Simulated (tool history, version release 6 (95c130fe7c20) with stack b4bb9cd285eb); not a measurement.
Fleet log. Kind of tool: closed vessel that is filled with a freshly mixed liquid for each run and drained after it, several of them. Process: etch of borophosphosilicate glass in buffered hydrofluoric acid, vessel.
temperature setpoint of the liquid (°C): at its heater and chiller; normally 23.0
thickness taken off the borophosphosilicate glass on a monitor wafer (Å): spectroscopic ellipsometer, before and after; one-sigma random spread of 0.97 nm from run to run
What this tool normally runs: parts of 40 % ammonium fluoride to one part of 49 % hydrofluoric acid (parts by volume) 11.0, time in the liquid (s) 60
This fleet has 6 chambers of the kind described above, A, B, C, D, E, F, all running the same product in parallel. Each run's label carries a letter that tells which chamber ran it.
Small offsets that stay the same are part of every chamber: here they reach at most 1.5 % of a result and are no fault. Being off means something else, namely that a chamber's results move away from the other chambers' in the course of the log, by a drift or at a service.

run,day,temperature setpoint of the liquid (°C),parts of 40 % ammonium fluoride to one part of 49 % hydrofluoric acid (parts by volume),time in the liquid (s),hours since the thermometer was replaced,hours since the hydrofluoric acid flow meter was replaced,"read-back film thickness of the borophosphosilicate glass reference wafer, read on the same gauge (nm)",thickness taken off the borophosphosilicate glass on a monitor wafer (Å)
1C,0.258,23.0,11.0,60,121.8,261.9,99.960,1118.9
2A,0.604,23.0,11.0,60,670.7,556.4,100.010,1111.8
3F,0.983,23.0,11.0,60,411.5,726.3,99.978,1105.4
4E,1.375,23.0,11.0,60,309.8,1376.7,99.980,1122.5
5B,1.925,23.0,11.0,60,735.5,365.5,99.987,1108.3
# day 2.346: chamber E: hydrofluoric acid flow meter replaced
6D,2.438,23.0,11.0,60,126.7,504.0,99.991,1125.4
7D,2.900,23.0,11.0,60,137.8,515.1,100.010,1127.3
8C,3.475,23.0,11.0,60,199.0,339.1,100.010,1139.3
9E,4.029,23.0,11.0,60,373.5,40.4,100.020,1108.1
10B,4.467,23.0,11.0,60,796.5,426.5,100.060,1125.2
11A,5.025,23.0,11.0,60,776.8,662.5,99.970,1105.2
12F,5.571,23.0,11.0,60,521.6,836.4,99.934,1090.6
13B,5.833,23.0,11.0,60,829.3,459.3,100.010,1114.1
14D,6.279,23.0,11.0,60,218.9,596.2,99.996,1119.0
15C,6.562,23.0,11.0,60,273.1,413.2,99.987,1121.9
16E,6.971,23.0,11.0,60,444.1,111.0,100.020,1122.4
# day 7.204: chamber A: hydrofluoric acid flow meter replaced
17A,7.525,23.0,11.0,60,836.8,7.8,99.990,1124.7
18F,8.021,23.0,11.0,60,580.4,895.2,99.965,1083.6
19B,8.583,23.0,11.0,60,895.3,525.3,99.998,1111.5
20F,8.946,23.0,11.0,60,602.6,917.4,99.997,1070.9
21D,9.275,23.0,11.0,60,290.8,668.1,100.020,1122.9
22A,9.754,23.0,11.0,60,890.3,61.3,99.947,1105.1
23E,10.075,23.0,11.0,60,518.6,185.5,99.994,1120.9
24C,10.417,19.5,11.0,90,365.6,505.7,99.977,1402.2
25B,10.846,19.5,11.0,90,949.6,579.6,100.000,1384.0
# day 11.412: chamber E: thermometer replaced
26E,11.412,19.5,11.0,90,0.1,217.6,99.978,1371.1
27D,11.946,19.5,11.0,90,354.9,732.2,99.976,1361.9
28A,12.462,19.5,11.0,90,955.3,126.3,99.987,1389.0
29C,12.825,19.5,11.0,90,423.4,563.5,100.020,1368.9
30F,13.338,23.0,11.0,60,708.0,1022.8,99.995,1053.0
31D,13.829,23.0,8.5,60,400.1,777.4,99.981,1408.4
32B,14.321,23.0,8.5,60,1033.0,663.0,99.992,1379.4
33F,14.746,23.0,8.5,60,741.8,1056.6,100.010,1281.8
34A,15.004,23.0,8.5,60,1016.3,187.3,100.010,1414.2
35E,15.483,23.0,8.5,60,97.8,315.3,99.934,1409.7
36C,16.062,23.0,8.5,60,501.1,641.2,100.030,1401.2
37C,16.317,23.0,11.0,60,507.2,647.3,99.982,1125.9

Decide between three cases: one chamber stands off from its peers, the gauge reading all wafers drifts, or nothing is wrong past each chamber's small offset. Where a chamber is off, say which and what most likely put it there.

One chamber, F, drifts off from the rest bit by bit.
Most likely cause: hydrofluoric acid flow below the setpoint (%) = 6.28.
The log may not tell that from: liquid colder than its thermometer reads (K).

Here are 4 candidates for chamber F's next run, each the usual settings with a change, their results left as question marks. Which one brings its results back in line with what the others give on the usual settings?
A result is in line if it is within this distance of the other chambers' mean on the usual settings: thickness taken off the borophosphosilicate glass on a monitor wafer (Å) 34.00
38F-1,16.733,23.0,11.0,65,,,,?
38F-2,16.733,23.0,11.5,55,,,,?
38F-3,16.733,23.0,11.0,55,,,,?
38F-4,16.733,23.5,10.0,60,,,,?

Average result of the remaining chambers running the usual settings: thickness taken off the borophosphosilicate glass on a monitor wafer (Å) 1116.70
run,thickness taken off the borophosphosilicate glass on a monitor wafer (Å)
38F-1,1119.80
38F-2,907.39
38F-3,947.53
38F-4,1165.50
The answer is 38F-1, which returns the chamber to within the allowed miss of the others.

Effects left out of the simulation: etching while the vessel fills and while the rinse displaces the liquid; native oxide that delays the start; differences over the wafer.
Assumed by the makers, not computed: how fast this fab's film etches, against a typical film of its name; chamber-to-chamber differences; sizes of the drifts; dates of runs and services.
